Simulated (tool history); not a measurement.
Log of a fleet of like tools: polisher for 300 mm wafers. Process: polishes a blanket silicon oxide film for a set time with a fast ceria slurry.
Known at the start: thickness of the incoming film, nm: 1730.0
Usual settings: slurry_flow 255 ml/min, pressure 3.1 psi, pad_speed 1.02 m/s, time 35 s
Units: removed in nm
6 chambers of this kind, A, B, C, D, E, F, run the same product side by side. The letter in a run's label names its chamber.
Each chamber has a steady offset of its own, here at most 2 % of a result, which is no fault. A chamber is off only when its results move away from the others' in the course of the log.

run,hour,slurry_flow,pressure,pad_speed,time,wafers polished on this pad,hours since the slurry nozzle was cleaned,hours since the head pressure was calibrated,removed
1B,4.6,255,3.1,1.02,35,428,17.4,436.9,687.85
2D,8.8,255,3.1,1.02,35,229,270.8,420.6,692.51
# hour 10.4: chamber A: worn pad replaced by a new one
3F,11.2,255,3.1,1.02,35,625,490.8,529.4,674.64
4A,14.3,255,3.1,1.02,35,58,257.8,374.2,690.40
# hour 16.2: chamber E: worn pad replaced by a new one
# hour 17.2: chamber F: worn pad replaced by a new one
5C,18.6,255,3.1,1.02,35,599,151.3,863.7,687.45
6E,23.9,255,3.1,1.02,35,113,715.7,448.4,674.72
7D,26.1,255,3.1,1.02,35,481,288.1,437.9,680.90
8E,30.6,255,3.1,1.02,35,211,722.4,455.1,684.99
9A,33.0,255,3.1,1.02,35,330,276.5,392.9,683.52
10B,37.0,255,3.1,1.02,35,900,49.8,469.3,671.38
11C,40.9,255,3.1,1.02,35,924,173.6,886.0,673.99
12F,44.7,255,3.1,1.02,35,401,524.3,562.9,679.48
13E,49.3,255,3.1,1.02,35,483,741.1,473.8,662.61
14F,54.4,255,3.1,1.02,35,542,534.0,572.6,675.96
15D,58.2,255,3.1,1.02,35,949,320.2,470.0,665.20
# hour 59.3: chamber D: worn pad replaced by a new one
16B,61.6,255,3.1,1.02,35,1258,74.4,493.9,677.19
# hour 62.3: chamber F: worn pad replaced by a new one
# hour 62.8: chamber C: worn pad replaced by a new one
17C,64.1,255,3.1,1.02,35,18,196.8,909.2,688.86
18A,68.7,255,3.1,1.02,35,850,312.2,428.6,666.20
# hour 69.4: chamber A: worn pad replaced by a new one
19C,73.5,220,3.1,1.02,41,155,206.2,918.6,790.82
20B,78.2,220,3.1,1.02,41,1500,91.0,510.5,761.86
21A,83.3,220,3.1,1.02,41,203,326.8,443.2,789.18
22D,87.3,220,3.1,1.02,41,409,349.3,499.1,777.17
23F,90.9,220,3.1,1.02,41,416,570.5,609.1,767.75
24E,93.8,220,3.1,1.02,41,1131,785.6,518.3,755.03
# hour 98.6: chamber E: worn pad replaced by a new one
25A,98.7,255,3.1,1.02,35,427,342.2,458.6,690.36
26E,102.6,255,3.1,1.02,35,58,794.4,527.1,680.32
27C,106.0,255,3.1,1.02,35,629,238.7,951.1,676.69
28D,110.4,255,3.1,1.02,35,745,372.4,522.2,652.44
# hour 110.6: chamber F: worn pad replaced by a new one
# hour 112.0: chamber D: worn pad replaced by a new one
29F,114.0,255,3.1,1.02,35,50,593.6,632.2,687.81
30B,116.5,255,3.1,1.02,35,2058,129.3,548.8,633.85
31B,118.8,255,3.1,1.02,35,2091,131.6,551.1,620.63
32F,121.8,255,3.1,1.02,35,163,601.4,640.0,675.77
33A,126.5,255,3.1,1.02,35,832,370.0,486.4,688.34
34E,128.8,255,3.1,1.02,35,440,820.6,553.3,666.97
35C,131.1,255,3.1,1.02,35,994,263.8,976.2,669.14
# hour 132.9: chamber A: worn pad replaced by a new one
36D,134.4,255,3.1,1.02,35,326,396.4,546.2,678.37
37A,136.7,255,3.1,1.02,35,56,380.2,496.6,684.01
38D,141.8,255,3.1,1.02,35,434,403.8,553.6,685.66
39C,144.9,255,3.1,1.02,35,1195,277.6,990.0,694.45

Is one chamber off against the others, does the gauge drift, or is nothing wrong? If a chamber is off, say which, and what the likeliest cause is.

Chamber B drifts away from the others.
Cause: removal rate lost through wear of the pad, % = 12.2.
The log may not tell that from: head's pressure below its setpoint, %.

Here are 4 candidates for chamber B's next run, each the usual settings with a change, their results left as question marks. Which one brings its results back in line with what the others give on the usual settings?
In line means no further than this from the other chambers' mean on the usual settings: removed 32.00 nm
40B-1,148.7,255,3.2,1.06,37,,,,?
40B-2,148.7,255,2.9,0.96,35,,,,?
40B-3,148.7,255,2.5,1.02,35,,,,?
40B-4,148.7,255,3.1,1.24,35,,,,?

The other chambers' mean on the usual settings: removed 675.42 nm
run,removed
40B-1,684.37
40B-2,531.66
40B-3,487.18
40B-4,733.45
40B-1 brings the chamber back in line.

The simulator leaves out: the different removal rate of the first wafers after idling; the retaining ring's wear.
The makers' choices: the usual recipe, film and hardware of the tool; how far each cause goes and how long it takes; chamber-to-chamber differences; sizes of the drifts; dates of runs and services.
